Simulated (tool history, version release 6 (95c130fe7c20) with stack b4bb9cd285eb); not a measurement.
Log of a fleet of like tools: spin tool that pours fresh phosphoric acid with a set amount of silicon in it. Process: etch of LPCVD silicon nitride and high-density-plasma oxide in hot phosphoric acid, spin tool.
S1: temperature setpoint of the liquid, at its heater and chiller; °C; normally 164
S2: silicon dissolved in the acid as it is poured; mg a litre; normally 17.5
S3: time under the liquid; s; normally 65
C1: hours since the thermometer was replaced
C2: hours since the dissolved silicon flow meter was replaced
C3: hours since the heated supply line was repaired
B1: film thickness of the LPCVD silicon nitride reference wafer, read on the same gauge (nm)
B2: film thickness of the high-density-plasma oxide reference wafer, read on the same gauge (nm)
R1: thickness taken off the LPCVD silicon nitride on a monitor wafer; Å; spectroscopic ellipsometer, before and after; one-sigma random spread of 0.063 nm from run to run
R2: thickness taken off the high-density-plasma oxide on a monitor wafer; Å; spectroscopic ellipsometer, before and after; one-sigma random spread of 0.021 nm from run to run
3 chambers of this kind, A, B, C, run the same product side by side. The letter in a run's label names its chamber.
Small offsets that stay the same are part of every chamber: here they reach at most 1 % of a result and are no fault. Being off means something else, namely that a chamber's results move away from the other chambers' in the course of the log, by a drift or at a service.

Run 1C, hour 5.5: usual settings; C1 1064.3; C2 1178.4; C3 1854.4; B1 60.017; B2 30.005. Result: R1 65.805 Å, R2 2.2924 Å.
Run 2B, hour 11.4: usual settings; C1 662.2; C2 613; C3 2464.4; B1 60.014; B2 30.007. Result: R1 66.436 Å, R2 2.4295 Å.
Run 3A, hour 18.2: usual settings; C1 188.7; C2 273; C3 30.1; B1 60.019; B2 30.006. Result: R1 68.71 Å, R2 2.5106 Å.
Run 4C, hour 25.3: usual settings; C1 1084.1; C2 1198.2; C3 1874.2; B1 59.985; B2 29.988. Result: R1 66.764 Å, R2 2.0013 Å.
Run 5B, hour 30.2: usual settings; C1 681; C2 631.8; C3 2483.2; B1 60.008; B2 30.001. Result: R1 66.419 Å, R2 1.9825 Å.
Run 6A, hour 39.1: usual settings; C1 209.6; C2 293.9; C3 51; B1 59.999; B2 29.968. Result: R1 66.443 Å, R2 2.1877 Å.
Run 7C, hour 45.7: usual settings but S2 22.5 mg a litre; C1 1104.5; C2 1218.6; C3 1894.6; B1 60.015; B2 30. Result: R1 66.763 Å, R2 2.0064 Å.
Run 8B, hour 55.3: usual settings but S2 22.5 mg a litre; C1 706.1; C2 656.9; C3 2508.3; B1 60; B2 30.006. Result: R1 68.526 Å, R2 1.984 Å.
Run 9A, hour 63.8: usual settings but S2 22.5 mg a litre; C1 234.3; C2 318.6; C3 75.7; B1 59.997; B2 30.026. Result: R1 67.576 Å, R2 1.9334 Å.
Run 10A, hour 69.4: usual settings; C1 239.9; C2 324.2; C3 81.3; B1 59.984; B2 30.008. Result: R1 66.948 Å, R2 2.0348 Å.
Run 11B, hour 76.6: usual settings; C1 727.4; C2 678.2; C3 2529.6; B1 59.985; B2 29.962. Result: R1 67.021 Å, R2 2.4992 Å.
At hour 80.1: chamber C: thermometer replaced.
Run 12C, hour 82.9: usual settings; C1 2.9; C2 1255.8; C3 1931.8; B1 60.009; B2 29.961. Result: R1 67.352 Å, R2 2.0912 Å.
At hour 85.7: chamber B: heated supply line repaired.
Run 13C, hour 90.4: usual settings; C1 10.4; C2 1263.3; C3 1939.3; B1 60.012; B2 29.995. Result: R1 66.866 Å, R2 2.3645 Å.
Run 14A, hour 97.3: usual settings but S1 161.5 °C; C1 267.8; C2 352.1; C3 109.2; B1 60.028; B2 30.018. Result: R1 62.488 Å, R2 1.8733 Å.
Run 15B, hour 106: usual settings but S1 161.5 °C; C1 756.8; C2 707.6; C3 20.3; B1 60.016; B2 30. Result: R1 61.724 Å, R2 1.7465 Å.
Run 16B, hour 114.5: usual settings but S1 161.5 °C; C1 765.3; C2 716.1; C3 28.8; B1 60.002; B2 30.003. Result: R1 61.972 Å, R2 1.8434 Å.
Run 17C, hour 122.9: usual settings; C1 42.9; C2 1295.8; C3 1971.8; B1 59.986; B2 29.966. Result: R1 68.041 Å, R2 2.2945 Å.
Run 18A, hour 132.6: usual settings; C1 303.1; C2 387.4; C3 144.5; B1 59.999; B2 30.023. Result: R1 67.287 Å, R2 2.0575 Å.
Run 19C, hour 140.1: usual settings; C1 60.1; C2 1313; C3 1989; B1 59.97; B2 29.985. Result: R1 67.107 Å, R2 2.3942 Å.
Run 20A, hour 148.9: usual settings; C1 319.4; C2 403.7; C3 160.8; B1 60.022; B2 29.993. Result: R1 66.951 Å, R2 2.0549 Å.
Run 21B, hour 154.4: usual settings; C1 805.2; C2 756; C3 68.7; B1 60.011; B2 30. Result: R1 66.992 Å, R2 2.2581 Å.
Run 22B, hour 160.6: usual settings; C1 811.4; C2 762.2; C3 74.9; B1 60.002; B2 30.052. Result: R1 68.754 Å, R2 2.21 Å.
Run 23A, hour 167.4: usual settings; C1 337.9; C2 422.2; C3 179.3; B1 60.027; B2 30.026. Result: R1 68.062 Å, R2 2.2561 Å.
Run 24C, hour 177: usual settings; C1 97; C2 1349.9; C3 2025.9; B1 59.985; B2 30.018. Result: R1 66.379 Å, R2 2.7418 Å.
Run 25A, hour 187.9: usual settings; C1 358.4; C2 442.7; C3 199.8; B1 60.005; B2 30.005. Result: R1 67.964 Å, R2 2.0225 Å.
Run 26C, hour 194.9: usual settings; C1 114.9; C2 1367.8; C3 2043.8; B1 59.993; B2 29.992. Result: R1 67.334 Å, R2 2.5102 Å.
Run 27B, hour 200.4: usual settings; C1 851.2; C2 802; C3 114.7; B1 60.007; B2 30.021. Result: R1 65.96 Å, R2 2.2728 Å.
Run 28A, hour 208.6: usual settings; C1 379.1; C2 463.4; C3 220.5; B1 59.96; B2 30. Result: R1 68.768 Å, R2 2.2259 Å.
Run 29B, hour 219.5: usual settings; C1 870.3; C2 821.1; C3 133.8; B1 60.014; B2 30.004. Result: R1 67.156 Å, R2 2.2113 Å.
Run 30C, hour 228.3: usual settings; C1 148.3; C2 1401.2; C3 2077.2; B1 59.979; B2 30.036. Result: R1 67.064 Å, R2 2.4113 Å.
Run 31B, hour 235.4: usual settings but S3 95 s; C1 886.2; C2 837; C3 149.7; B1 60.004; B2 30. Result: R1 97.98 Å, R2 3.4928 Å.
Run 32C, hour 245.5: usual settings but S3 95 s; C1 165.5; C2 1418.4; C3 2094.4; B1 60.005; B2 30.035. Result: R1 98.724 Å, R2 2.7543 Å.

Has any chamber moved away from the others, gradually or after a service, or does the common gauge drift, or do the chambers differ only by their own small steady offsets? State the chamber and the most likely cause if one applies.

Neither any chamber nor the gauge drifts; the chambers differ only by their own small, steady offsets.
